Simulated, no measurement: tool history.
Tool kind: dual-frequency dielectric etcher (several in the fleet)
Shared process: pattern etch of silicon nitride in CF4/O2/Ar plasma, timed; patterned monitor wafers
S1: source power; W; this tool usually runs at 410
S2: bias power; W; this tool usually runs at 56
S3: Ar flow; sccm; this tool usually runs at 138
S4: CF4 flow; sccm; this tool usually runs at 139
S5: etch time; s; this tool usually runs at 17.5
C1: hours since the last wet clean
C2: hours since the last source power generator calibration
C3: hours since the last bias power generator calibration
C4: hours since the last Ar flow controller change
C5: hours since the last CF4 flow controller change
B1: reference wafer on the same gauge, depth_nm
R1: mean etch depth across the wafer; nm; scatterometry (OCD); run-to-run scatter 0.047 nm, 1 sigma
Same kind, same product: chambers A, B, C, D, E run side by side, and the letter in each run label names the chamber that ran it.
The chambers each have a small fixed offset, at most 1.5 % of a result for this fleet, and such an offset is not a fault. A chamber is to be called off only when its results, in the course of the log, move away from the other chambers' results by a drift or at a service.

run	hour	S1	S2	S3	S4	S5	C1	C2	C3	C4	C5	B1	R1
# hour 0.5: chamber D: Ar flow controller replaced
1C	8.1	410	56	138	139	17.5	126.7	1479.7	76.9	1383.8	4341.2	31.695	29.494
2A	16.4	410	56	138	139	17.5	111.1	1449.1	2200.8	1626.8	756.4	31.719	29.253
3D	22	410	56	138	139	17.5	368.3	1608.9	1821.6	21.5	640.3	31.714	28.936
# hour 23.3: chamber B: wet clean of the chamber
4B	26.8	410	56	138	139	17.5	3.6	2898.9	868.5	220.2	864.1	31.735	29.516
5E	34.8	410	44	138	139	17.5	127.9	1432.7	3475.5	607.8	180.6	31.723	26.884
6C	40.2	410	44	138	139	17.5	158.8	1511.8	109	1415.9	4373.3	31.733	26.874
7D	48.3	410	44	138	139	17.5	394.6	1635.2	1847.9	47.8	666.6	31.741	26.532
8B	53	410	44	138	139	17.5	29.8	2925.1	894.7	246.4	890.3	31.729	27.096
9A	60.9	410	44	138	139	17.5	155.6	1493.6	2245.3	1671.3	800.9	31.747	26.663
10E	65.8	410	56	138	139	17.5	158.9	1463.7	3506.5	638.8	211.6	31.756	29.409
11A	71.6	410	56	112	139	20	166.3	1504.3	2256	1682	811.6	31.767	34.129
12C	77	410	56	112	139	20	195.6	1548.6	145.8	1452.7	4410.1	31.775	34.388
13B	82.7	410	56	112	139	20	59.5	2954.8	924.4	276.1	920	31.772	34.606
14E	86.8	410	56	112	139	20	179.9	1484.7	3527.5	659.8	232.6	31.78	34.404
15D	91.1	410	56	112	139	20	437.4	1678	1890.7	90.6	709.4	31.777	34.033
16C	97.4	410	56	138	139	17.5	216	1569	166.2	1473.1	4430.5	31.778	29.504
17D	103.4	410	56	138	139	17.5	449.7	1690.3	1903	102.9	721.7	31.798	29.115
18B	108.8	410	56	138	139	17.5	85.6	2980.9	950.5	302.2	946.1	31.8	29.67
19A	116.8	410	56	138	139	17.5	211.5	1549.5	2301.2	1727.2	856.8	31.808	29.394
20E	123.7	410	56	138	139	17.5	216.8	1521.6	3564.4	696.7	269.5	31.813	29.466
21B	129.8	410	56	138	139	17.5	106.6	3001.9	971.5	323.2	967.1	31.798	29.698
# hour 134.1: chamber C: CF4 flow controller replaced
22E	136.9	360	56	138	139	17.5	230	1534.8	3577.6	709.9	282.7	31.811	26.359
23D	144.2	360	56	138	139	17.5	490.5	1731.1	1943.8	143.7	762.5	31.839	26.086
24C	152.9	360	56	138	139	17.5	271.5	1624.5	221.7	1528.6	18.8	31.829	26.361
25A	158.3	360	56	138	139	17.5	253	1591	2342.7	1768.7	898.3	31.834	26.225
26A	165.4	360	56	138	139	17.5	260.1	1598.1	2349.8	1775.8	905.4	31.833	26.197
# hour 171.1: chamber D: wet clean of the chamber
27C	171.5	410	56	138	139	17.5	290.1	1643.1	240.3	1547.2	37.4	31.833	29.495
# hour 174: chamber E: bias power generator calibrated
28E	179.7	410	56	138	139	17.5	272.8	1577.6	5.7	752.7	325.5	31.856	29.416
29B	186.2	410	56	138	139	17.5	163	3058.3	1027.9	379.6	1023.5	31.875	29.625
30D	190.7	360	56	138	139	20	19.6	1777.6	1990.3	190.2	809	31.869	29.867
31A	196.8	360	56	138	139	20	291.5	1629.5	2381.2	1807.2	936.8	31.879	29.974
32D	205	360	56	138	139	20	33.9	1791.9	2004.6	204.5	823.3	31.875	29.816
33C	210.2	360	56	138	139	20	328.8	1681.8	279	1585.9	76.1	31.889	30.162
34B	218.9	360	56	138	139	20	195.7	3091	1060.6	412.3	1056.2	31.906	30.276
35E	225.7	410	56	138	139	17.5	318.8	1623.6	51.7	798.7	371.5	31.896	29.524
36C	229.5	410	56	138	139	17.5	348.1	1701.1	298.3	1605.2	95.4	31.884	29.56
37D	233.8	410	56	138	139	17.5	62.7	1820.7	2033.4	233.3	852.1	31.912	29.108

Predict what each chamber gives when all 5 of them run the settings below next.
38A	240.1	410	56	126	139	17.5							?
38B	240.1	410	56	126	139	17.5							?
38C	240.1	410	56	126	139	17.5							?
38D	240.1	410	56	126	139	17.5							?
38E	240.1	410	56	126	139	17.5							?

run	R1
38A	29.759
38B	29.994
38C	29.834
38D	29.541
38E	29.723

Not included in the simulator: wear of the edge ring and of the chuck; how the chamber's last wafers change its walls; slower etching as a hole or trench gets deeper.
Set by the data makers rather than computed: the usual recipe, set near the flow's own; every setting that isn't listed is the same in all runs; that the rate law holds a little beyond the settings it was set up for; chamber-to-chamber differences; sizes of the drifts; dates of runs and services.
